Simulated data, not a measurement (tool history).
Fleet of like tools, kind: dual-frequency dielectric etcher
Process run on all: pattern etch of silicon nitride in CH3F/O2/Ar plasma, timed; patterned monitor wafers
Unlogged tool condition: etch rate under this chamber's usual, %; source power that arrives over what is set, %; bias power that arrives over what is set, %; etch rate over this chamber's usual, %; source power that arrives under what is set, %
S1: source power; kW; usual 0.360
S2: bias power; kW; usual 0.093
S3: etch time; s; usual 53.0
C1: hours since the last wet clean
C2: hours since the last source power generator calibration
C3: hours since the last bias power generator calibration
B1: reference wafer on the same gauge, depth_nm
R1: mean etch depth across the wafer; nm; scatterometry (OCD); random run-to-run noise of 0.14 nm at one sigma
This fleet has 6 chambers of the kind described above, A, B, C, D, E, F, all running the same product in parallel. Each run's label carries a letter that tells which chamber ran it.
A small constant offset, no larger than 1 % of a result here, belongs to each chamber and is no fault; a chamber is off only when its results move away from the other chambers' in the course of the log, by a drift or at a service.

run,hour,S1,S2,S3,C1,C2,C3,B1,R1
1A,10.2,0.360,0.093,53.0,95.0,1079.0,1610.6,41.619,38.977
2E,18.3,0.360,0.093,53.0,277.1,2191.8,469.7,41.605,38.915
3C,26.7,0.360,0.093,53.0,158.1,121.8,1729.2,41.607,38.925
4F,35.3,0.360,0.093,53.0,374.8,823.5,1897.6,41.643,39.137
5B,46.4,0.360,0.093,53.0,63.2,813.6,796.3,41.616,38.824
6D,59.1,0.360,0.093,53.0,412.8,2824.8,3443.6,41.614,38.869
7F,68.2,0.360,0.093,53.0,407.7,856.4,1930.5,41.609,39.255
8C,74.4,0.360,0.093,42.0,205.8,169.5,1776.9,41.639,30.771
9E,81.7,0.360,0.093,42.0,340.5,2255.2,533.1,41.600,30.710
10A,89.7,0.360,0.093,42.0,174.5,1158.5,1690.1,41.634,30.802
11B,96.9,0.360,0.093,42.0,113.7,864.1,846.8,41.622,30.560
12D,106.2,0.360,0.093,42.0,459.9,2871.9,3490.7,41.556,31.022
13A,113.8,0.360,0.093,42.0,198.6,1182.6,1714.2,41.579,30.860
14B,122.9,0.360,0.093,53.0,139.7,890.1,872.8,41.631,38.836
# hour 124.7: chamber D: wet clean of the chamber
15D,133.4,0.360,0.100,53.0,8.8,2899.1,3517.9,41.589,39.897
16F,146.8,0.360,0.100,53.0,486.3,935.0,2009.1,41.634,40.227
17C,155.4,0.360,0.100,53.0,286.8,250.5,1857.9,41.567,39.884
18E,168.4,0.360,0.100,53.0,427.2,2341.9,619.8,41.627,39.682
19B,175.7,0.360,0.100,53.0,192.5,942.9,925.6,41.578,39.807
20F,183.2,0.360,0.100,53.0,522.7,971.4,2045.5,41.576,40.056
21E,191.8,0.360,0.093,53.0,450.6,2365.3,643.2,41.615,39.160
22D,201.6,0.360,0.093,53.0,77.0,2967.3,3586.1,41.633,39.126
23C,212.7,0.360,0.093,53.0,344.1,307.8,1915.2,41.616,39.110
24A,223.9,0.360,0.093,53.0,308.7,1292.7,1824.3,41.615,39.054
# hour 226.7: chamber F: wet clean of the chamber
25E,233.6,0.360,0.093,53.0,492.4,2407.1,685.0,41.621,38.951
26F,245.5,0.360,0.093,53.0,18.8,1033.7,2107.8,41.579,39.047
27D,254.8,0.360,0.093,53.0,130.2,3020.5,3639.3,41.611,38.960
28C,267.0,0.360,0.093,53.0,398.4,362.1,1969.5,41.614,38.929
# hour 267.3: chamber A: bias power generator calibrated
# hour 274.8: chamber C: bias power generator calibrated
29B,276.5,0.360,0.093,53.0,293.3,1043.7,1026.4,41.631,38.849
30A,286.7,0.430,0.093,53.0,371.5,1355.5,19.5,41.601,41.305
# hour 287.4: chamber E: wet clean of the chamber
31C,296.1,0.430,0.093,53.0,427.5,391.2,21.4,41.603,41.892
32A,308.6,0.430,0.093,53.0,393.4,1377.4,41.4,41.596,41.654
33B,318.8,0.430,0.093,53.0,335.6,1086.0,1068.7,41.613,41.736
34E,328.1,0.430,0.093,53.0,40.7,2501.6,779.5,41.600,41.572
# hour 328.3: chamber D: bias power generator calibrated
35F,340.7,0.430,0.093,53.0,114.0,1128.9,2203.0,41.586,41.724
36D,351.6,0.360,0.093,53.0,227.0,3117.3,23.3,41.595,39.117
37A,360.8,0.360,0.093,53.0,445.6,1429.6,93.6,41.594,39.237
38F,372.5,0.360,0.093,53.0,145.8,1160.7,2234.8,41.600,38.871
# hour 377.2: chamber C: wet clean of the chamber
# hour 380.4: chamber B: wet clean of the chamber
39C,384.2,0.360,0.093,53.0,7.0,479.3,109.5,41.555,38.855
40B,394.8,0.360,0.093,53.0,14.5,1162.0,1144.7,41.572,38.542
41D,403.7,0.430,0.093,62.5,279.1,3169.4,75.4,41.608,48.837

All chambers now run identical settings, listed one chamber a line with results as question marks. What results will each chamber show?
42A,413.7,0.360,0.093,53.0,,,,,?
42B,413.7,0.360,0.093,53.0,,,,,?
42C,413.7,0.360,0.093,53.0,,,,,?
42D,413.7,0.360,0.093,53.0,,,,,?
42E,413.7,0.360,0.093,53.0,,,,,?
42F,413.7,0.360,0.093,53.0,,,,,?

run,R1
42A,38.744
42B,38.879
42C,39.050
42D,38.996
42E,38.886
42F,39.042

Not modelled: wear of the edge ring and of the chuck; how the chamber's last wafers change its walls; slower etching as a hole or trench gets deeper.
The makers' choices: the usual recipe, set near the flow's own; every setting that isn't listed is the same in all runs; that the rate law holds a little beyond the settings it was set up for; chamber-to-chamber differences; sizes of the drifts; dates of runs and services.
